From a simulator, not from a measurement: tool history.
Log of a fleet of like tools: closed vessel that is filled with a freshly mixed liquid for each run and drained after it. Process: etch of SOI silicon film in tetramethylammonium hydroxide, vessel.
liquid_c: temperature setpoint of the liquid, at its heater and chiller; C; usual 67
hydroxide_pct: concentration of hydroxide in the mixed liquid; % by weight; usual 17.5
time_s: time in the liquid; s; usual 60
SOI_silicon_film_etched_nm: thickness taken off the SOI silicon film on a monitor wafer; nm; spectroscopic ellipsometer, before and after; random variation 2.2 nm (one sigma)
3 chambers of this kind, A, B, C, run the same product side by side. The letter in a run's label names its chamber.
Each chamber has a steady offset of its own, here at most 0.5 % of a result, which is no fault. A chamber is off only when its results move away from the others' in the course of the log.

run	hour	liquid_c	hydroxide_pct	time_s	hours since the thermometer was replaced	hours since the hydroxide flow meter was replaced	read-back film thickness of the SOI silicon film reference wafer, read on the same gauge (nm)	SOI_silicon_film_etched_nm
1A	4.8	67	17.5	60	330.9	525.8	60.007	278.55
2B	11.9	67	17.5	60	384.6	806.2	59.999	280.86
3C	17.2	67	17.5	60	2452.2	1057.7	59.986	278.31
4C	25.2	67	17.5	60	2460.2	1065.7	60	277.17
5A	32.2	67	17.5	60	358.3	553.2	59.992	271.99
6B	38	67	17.5	60	410.7	832.3	60.004	277.72
7A	46.7	70	17.5	60	372.8	567.7	60.017	331.3
8B	51.3	70	17.5	60	424	845.6	59.993	333.42
9C	59.8	70	17.5	60	2494.8	1100.3	59.997	328.39
10B	68.1	67	17.5	60	440.8	862.4	59.981	280.92
11C	75.4	67	17.5	60	2510.4	1115.9	60.008	278.6
12A	82.9	67	17.5	60	409	603.9	59.998	277.4
13B	91.8	67	17.5	60	464.5	886.1	60.006	279.19
14C	99.3	67	17.5	60	2534.3	1139.8	60.002	275.21
15A	107.9	67	17.5	30	434	628.9	59.996	141.36
16B	114.7	67	17.5	30	487.4	909	59.994	141.07
17A	122.1	67	17.5	30	448.2	643.1	60.006	141.59
# hour 126.3: chamber C: thermometer replaced
18C	130.1	67	17.5	60	3.8	1170.6	59.996	279.75
19B	138.3	67	17.5	60	511	932.6	60.001	276.93
20A	143	67	17.5	60	469.1	664	59.994	282.52
21C	148.8	67	17.5	60	22.5	1189.3	60	277.93
22B	157.5	67	17.5	60	530.2	951.8	59.995	277.91
23A	166.6	67	17.5	60	492.7	687.6	60.001	286.32
24C	171.5	67	17.5	60	45.2	1212	59.996	275.84
25B	179	67	17.5	60	551.7	973.3	60.009	276.42
26C	187.1	67	17.5	60	60.8	1227.6	60.004	278.59
# hour 193.3: chamber C: hydroxide flow meter replaced
27A	193.3	67	17.5	60	519.4	714.3	60	285.03
28C	197.6	67	17.5	60	71.3	4.3	60.001	273.22
29B	205	67	17.5	60	577.7	999.3	59.998	275.57
30A	211.6	67	17.5	60	537.7	732.6	60.005	285.12
31A	221	67	17.5	60	547.1	742	59.99	290.48
32C	225.6	63.5	15.5	60	99.3	32.3	60.015	233.3

Is one chamber off against the others, does the gauge drift, or is nothing wrong? If a chamber is off, say which, and what the likeliest cause is.

Chamber A drifts away from the others.
Cause: liquid hotter than its thermometer reads (K) = 0.771.
The log may not tell that from: hydroxide flow below the setpoint (%).

Here are 4 candidates for chamber A's next run, each the usual settings with a change, their results left as question marks. Which one brings its results back in line with what the others give on the usual settings?
In line means no further than this from the other chambers' mean on the usual settings: SOI_silicon_film_etched_nm 7.8 nm
33A-1	232.3	67	17.5	55				?
33A-2	232.3	67	15.5	60				?
33A-3	232.3	67	19.5	60				?
33A-4	232.3	68.5	17.5	60				?

The other chambers' mean on the usual settings: SOI_silicon_film_etched_nm 277.85 nm
run	SOI_silicon_film_etched_nm
33A-1	265.27
33A-2	302.21
33A-3	276.55
33A-4	315.89
33A-3 brings the chamber back in line.

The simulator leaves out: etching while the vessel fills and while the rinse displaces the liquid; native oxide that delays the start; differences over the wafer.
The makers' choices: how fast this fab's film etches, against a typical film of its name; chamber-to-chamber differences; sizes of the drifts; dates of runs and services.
